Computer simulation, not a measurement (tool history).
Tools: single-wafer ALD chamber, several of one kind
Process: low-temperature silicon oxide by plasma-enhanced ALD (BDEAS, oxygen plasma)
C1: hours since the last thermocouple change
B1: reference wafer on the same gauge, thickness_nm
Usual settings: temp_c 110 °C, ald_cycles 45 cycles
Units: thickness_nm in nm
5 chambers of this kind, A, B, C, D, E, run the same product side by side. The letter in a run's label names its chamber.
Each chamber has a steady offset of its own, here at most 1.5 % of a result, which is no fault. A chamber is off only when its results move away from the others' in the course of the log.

Run 1D, hour 12: usual settings; C1 1370.1; B1 5.9214. Result: thickness_nm 6.4011 nm.
Run 2C, hour 19.6: usual settings; C1 708.3; B1 5.9245. Result: thickness_nm 6.2619 nm.
Run 3B, hour 29.7: usual settings; C1 423; B1 5.9229. Result: thickness_nm 6.3393 nm.
Run 4A, hour 35.9: usual settings; C1 1203.2; B1 5.9263. Result: thickness_nm 6.4011 nm.
Run 5E, hour 44: usual settings but temp_c 102 °C, ald_cycles 40 cycles; C1 1113.1; B1 5.9267. Result: thickness_nm 5.6845 nm.
Run 6C, hour 49.9: usual settings but temp_c 102 °C, ald_cycles 40 cycles; C1 738.6; B1 5.9277. Result: thickness_nm 5.6256 nm.
Run 7A, hour 59.5: usual settings but temp_c 102 °C, ald_cycles 40 cycles; C1 1226.8; B1 5.9285. Result: thickness_nm 5.7678 nm.
At hour 69: chamber A: thermocouple changed; heater temperature recalibrated.
Run 8B, hour 70.2: usual settings but temp_c 102 °C, ald_cycles 40 cycles; C1 463.5; B1 5.9278. Result: thickness_nm 5.727 nm.
Run 9D, hour 83: usual settings but temp_c 102 °C, ald_cycles 40 cycles; C1 1441.1; B1 5.9347. Result: thickness_nm 5.7741 nm.
At hour 86.1: chamber E: thermocouple changed; heater temperature recalibrated.
Run 10E, hour 91.6: usual settings; C1 5.5; B1 5.9335. Result: thickness_nm 6.2922 nm.
Run 11C, hour 98.2: usual settings; C1 786.9; B1 5.9348. Result: thickness_nm 6.2511 nm.
Run 12D, hour 106.2: usual settings; C1 1464.3; B1 5.9362. Result: thickness_nm 6.4085 nm.
Run 13B, hour 116.4: usual settings; C1 509.7; B1 5.9381. Result: thickness_nm 6.3488 nm.
Run 14E, hour 127.7: usual settings; C1 41.6; B1 5.9375. Result: thickness_nm 6.3242 nm.
Run 15A, hour 139.4: usual settings; C1 70.5; B1 5.9394. Result: thickness_nm 6.4119 nm.
Run 16B, hour 146.9: usual settings but temp_c 119 °C; C1 540.2; B1 5.9405. Result: thickness_nm 6.2485 nm.
Run 17A, hour 155: usual settings but temp_c 119 °C; C1 86.1; B1 5.9419. Result: thickness_nm 6.2998 nm.
Run 18E, hour 163.3: usual settings but temp_c 119 °C; C1 77.2; B1 5.9452. Result: thickness_nm 6.227 nm.
Run 19C, hour 172.4: usual settings but temp_c 119 °C; C1 861.1; B1 5.9445. Result: thickness_nm 6.1684 nm.
Run 20D, hour 181.4: usual settings but temp_c 119 °C; C1 1539.5; B1 5.9452. Result: thickness_nm 6.3125 nm.
Run 21B, hour 190.7: usual settings but temp_c 98 °C; C1 584; B1 5.9471. Result: thickness_nm 6.5408 nm.
Run 22E, hour 196.5: usual settings but temp_c 98 °C; C1 110.4; B1 5.9485. Result: thickness_nm 6.4815 nm.
Run 23C, hour 206.9: usual settings but temp_c 98 °C; C1 895.6; B1 5.9472. Result: thickness_nm 6.4158 nm.
Run 24A, hour 214.2: usual settings but temp_c 98 °C; C1 145.3; B1 5.9504. Result: thickness_nm 6.5831 nm.
Run 25D, hour 220: usual settings but temp_c 98 °C; C1 1578.1; B1 5.9507. Result: thickness_nm 6.5873 nm.
Run 26A, hour 227.1: usual settings but temp_c 117 °C, ald_cycles 38 cycles; C1 158.2; B1 5.9526. Result: thickness_nm 5.3416 nm.
Run 27C, hour 235.7: usual settings but temp_c 117 °C, ald_cycles 38 cycles; C1 924.4; B1 5.9518. Result: thickness_nm 5.2378 nm.
Run 28B, hour 248: usual settings but temp_c 117 °C, ald_cycles 38 cycles; C1 641.3; B1 5.9568. Result: thickness_nm 5.3149 nm.
Run 29E, hour 257.5: usual settings but temp_c 117 °C, ald_cycles 38 cycles; C1 171.4; B1 5.9573. Result: thickness_nm 5.2881 nm.
Run 30D, hour 269.4: usual settings but temp_c 117 °C, ald_cycles 38 cycles; C1 1627.5; B1 5.956. Result: thickness_nm 5.3684 nm.
Run 31D, hour 281: usual settings; C1 1639.1; B1 5.963. Result: thickness_nm 6.4425 nm.

All 5 chambers run these settings next. Forecast each chamber's results:
Run 32A, hour 290.3: usual settings but ald_cycles 39 cycles. Result: thickness_nm ?.
Run 32B, hour 290.3: usual settings but ald_cycles 39 cycles. Result: thickness_nm ?.
Run 32C, hour 290.3: usual settings but ald_cycles 39 cycles. Result: thickness_nm ?.
Run 32D, hour 290.3: usual settings but ald_cycles 39 cycles. Result: thickness_nm ?.
Run 32E, hour 290.3: usual settings but ald_cycles 39 cycles. Result: thickness_nm ?.

run  thickness_nm
32A        5.5816
32B        5.5387
32C        5.4442
32D        5.5916
32E        5.4976

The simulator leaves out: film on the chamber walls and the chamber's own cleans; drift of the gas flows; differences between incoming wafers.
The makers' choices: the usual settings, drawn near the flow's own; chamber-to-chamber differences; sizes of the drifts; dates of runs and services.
